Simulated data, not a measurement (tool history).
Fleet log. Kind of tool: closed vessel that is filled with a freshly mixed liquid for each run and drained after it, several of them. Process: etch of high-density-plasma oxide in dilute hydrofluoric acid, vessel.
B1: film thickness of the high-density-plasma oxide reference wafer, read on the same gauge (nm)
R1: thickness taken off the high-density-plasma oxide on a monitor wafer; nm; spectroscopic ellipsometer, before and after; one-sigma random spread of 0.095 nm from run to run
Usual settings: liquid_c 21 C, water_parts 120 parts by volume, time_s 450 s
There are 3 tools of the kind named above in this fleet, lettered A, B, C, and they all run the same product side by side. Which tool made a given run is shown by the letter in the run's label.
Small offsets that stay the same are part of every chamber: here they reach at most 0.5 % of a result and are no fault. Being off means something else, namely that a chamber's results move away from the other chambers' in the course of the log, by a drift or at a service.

Run 1A, day 0.467: usual settings; B1 99.971. Result: R1 18.4400 nm.
Run 2C, day 0.846: usual settings; B1 100.010. Result: R1 18.3440 nm.
Run 3B, day 1.188: usual settings; B1 100.010. Result: R1 18.3020 nm.
Run 4A, day 1.429: usual settings; B1 99.990. Result: R1 18.3930 nm.
Run 5C, day 1.879: usual settings; B1 100.020. Result: R1 18.4810 nm.
Run 6B, day 2.208: usual settings; B1 99.959. Result: R1 18.5150 nm.
Run 7B, day 2.625: usual settings; B1 99.974. Result: R1 18.2100 nm.
Run 8C, day 2.979: usual settings; B1 100.010. Result: R1 18.5220 nm.
Run 9A, day 3.338: usual settings; B1 99.994. Result: R1 18.3880 nm.
Run 10A, day 3.692: usual settings but water_parts 80 parts by volume; B1 99.978. Result: R1 28.8610 nm.
Run 11C, day 3.900: usual settings but water_parts 80 parts by volume; B1 99.944. Result: R1 29.3180 nm.
Run 12B, day 4.321: usual settings but water_parts 80 parts by volume; B1 99.973. Result: R1 29.1970 nm.
Run 13B, day 4.700: usual settings; B1 100.010. Result: R1 18.5800 nm.
Run 14A, day 4.988: usual settings but liquid_c 17 C, time_s 575 s; B1 100.010. Result: R1 19.8600 nm.
Run 15C, day 5.267: usual settings but liquid_c 17 C, time_s 575 s; B1 100.000. Result: R1 20.4560 nm.
Run 16A, day 5.621: usual settings but liquid_c 17 C, time_s 575 s; B1 99.998. Result: R1 19.8410 nm.
Run 17C, day 6.050: usual settings; B1 99.962. Result: R1 18.8970 nm.
Run 18B, day 6.296: usual settings; B1 100.010. Result: R1 18.4080 nm.
At day 6.704: chamber A: hydrofluoric acid flow meter replaced.
Run 19B, day 6.733: usual settings; B1 100.030. Result: R1 18.5250 nm.
Run 20C, day 6.958: usual settings; B1 99.995. Result: R1 19.1610 nm.
Run 21A, day 7.267: usual settings; B1 100.000. Result: R1 18.6010 nm.
Run 22B, day 7.638: usual settings; B1 99.992. Result: R1 18.2180 nm.
Run 23C, day 7.904: usual settings; B1 99.991. Result: R1 19.2350 nm.
Run 24A, day 8.179: usual settings; B1 100.010. Result: R1 18.4550 nm.
Run 25A, day 8.488: usual settings but water_parts 165 parts by volume, time_s 255 s; B1 99.995. Result: R1 7.2688 nm.
Run 26C, day 8.733: usual settings but water_parts 165 parts by volume, time_s 255 s; B1 99.979. Result: R1 7.5560 nm.
Run 27B, day 9.175: usual settings but water_parts 165 parts by volume, time_s 255 s; B1 100.010. Result: R1 7.2510 nm.
Run 28A, day 9.496: usual settings; B1 100.010. Result: R1 18.5160 nm.
Run 29C, day 9.888: usual settings; B1 99.993. Result: R1 19.1260 nm.
Run 30B, day 10.100: usual settings; B1 99.981. Result: R1 18.3620 nm.
Run 31A, day 10.479: usual settings; B1 100.030. Result: R1 18.4280 nm.
Run 32C, day 10.858: usual settings; B1 100.010. Result: R1 19.1810 nm.
Run 33B, day 11.250: usual settings; B1 99.995. Result: R1 18.2530 nm.
Run 34C, day 11.721: usual settings; B1 99.987. Result: R1 19.5380 nm.
Run 35A, day 12.092: usual settings; B1 99.977. Result: R1 18.5280 nm.
Run 36B, day 12.379: usual settings; B1 100.030. Result: R1 18.6310 nm.
Run 37C, day 12.738: usual settings but liquid_c 17 C, time_s 555 s; B1 100.000. Result: R1 20.5210 nm.

The same settings go to every chamber for the next run, one line per chamber below. Forecast the results for each:
Run 38A, day 13.075: usual settings. Result: R1 ?.
Run 38B, day 13.075: usual settings. Result: R1 ?.
Run 38C, day 13.075: usual settings. Result: R1 ?.

run       R1
38A  18.5050
38B  18.3040
38C  19.6500

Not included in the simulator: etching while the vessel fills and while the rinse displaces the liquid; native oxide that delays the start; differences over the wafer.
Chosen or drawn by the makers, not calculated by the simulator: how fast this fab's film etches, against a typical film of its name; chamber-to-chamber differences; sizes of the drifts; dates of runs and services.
